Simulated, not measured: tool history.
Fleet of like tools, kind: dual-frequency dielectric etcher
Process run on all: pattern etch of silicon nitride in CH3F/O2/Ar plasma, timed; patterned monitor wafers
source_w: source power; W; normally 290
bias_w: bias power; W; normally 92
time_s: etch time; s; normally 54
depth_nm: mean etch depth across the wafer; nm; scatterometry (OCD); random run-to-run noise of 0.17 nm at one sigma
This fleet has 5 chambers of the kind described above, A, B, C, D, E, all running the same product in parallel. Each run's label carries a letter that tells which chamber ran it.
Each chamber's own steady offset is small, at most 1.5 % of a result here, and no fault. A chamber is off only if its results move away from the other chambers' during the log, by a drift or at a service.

run,hour,source_w,bias_w,time_s,"read-back reference wafer on the same gauge, depth_nm",depth_nm
1E,6.0,290,92,54,31.772,36.728
2C,11.6,290,92,54,31.784,36.687
3A,17.0,290,92,54,31.818,36.442
4B,20.5,290,92,54,31.842,35.994
5D,25.5,290,92,54,31.814,36.543
6E,30.5,290,92,54,31.805,36.258
7B,35.3,290,92,54,31.808,36.002
8C,39.4,290,92,54,31.805,36.562
9A,45.1,290,92,54,31.801,36.223
10D,50.7,290,92,54,31.798,36.363
11C,57.1,290,92,54,31.825,36.606
# hour 61.3: chamber B: bias power generator calibrated
12B,63.2,290,92,54,31.771,36.242
13A,68.1,250,92,54,31.798,34.497
14D,72.7,250,92,54,31.828,34.581
15E,75.9,250,92,54,31.790,34.598
16D,79.3,250,92,54,31.808,34.554
17E,82.6,250,92,54,31.776,34.427
18B,86.0,290,92,54,31.830,35.944
19C,89.4,290,92,54,31.809,36.415
20A,92.6,290,92,54,31.785,36.278
21B,98.6,290,92,54,31.818,36.458
22D,104.4,290,92,54,31.810,36.836
23C,110.5,290,111,54,31.854,39.417
24A,113.4,290,111,54,31.775,39.128
# hour 116.6: chamber B: wet clean of the chamber
25E,118.8,290,111,54,31.777,39.338
26C,121.9,290,111,54,31.751,39.416
27D,126.8,290,111,54,31.777,39.861
28E,132.0,290,92,54,31.801,36.718
29B,137.5,290,92,54,31.800,36.184
30A,141.6,290,92,54,31.737,36.605
31D,147.6,290,92,54,31.812,37.489
32B,150.5,270,92,54,31.767,35.084
# hour 156.1: chamber C: wet clean of the chamber
33C,156.2,270,92,54,31.769,35.528
34E,159.5,270,92,54,31.831,35.824
35A,165.9,270,92,54,31.796,35.377
36A,171.1,270,92,54,31.769,35.427
37E,174.5,290,92,54,31.844,36.899
38C,179.1,290,109,54,31.809,38.876
39D,184.0,290,109,54,31.802,40.049
40B,188.6,290,109,54,31.795,38.185
41A,193.9,290,109,54,31.845,38.830
42E,199.8,290,109,54,31.749,39.443
43C,205.7,290,92,60,31.793,40.408
44D,210.6,290,92,60,31.787,42.853

Predict what each chamber gives when all 5 of them run the settings below next.
45A,215.2,290,92,43,,?
45B,215.2,290,92,43,,?
45C,215.2,290,92,43,,?
45D,215.2,290,92,43,,?
45E,215.2,290,92,43,,?

run,depth_nm
45A,29.150
45B,28.836
45C,28.911
45D,30.212
45E,29.149
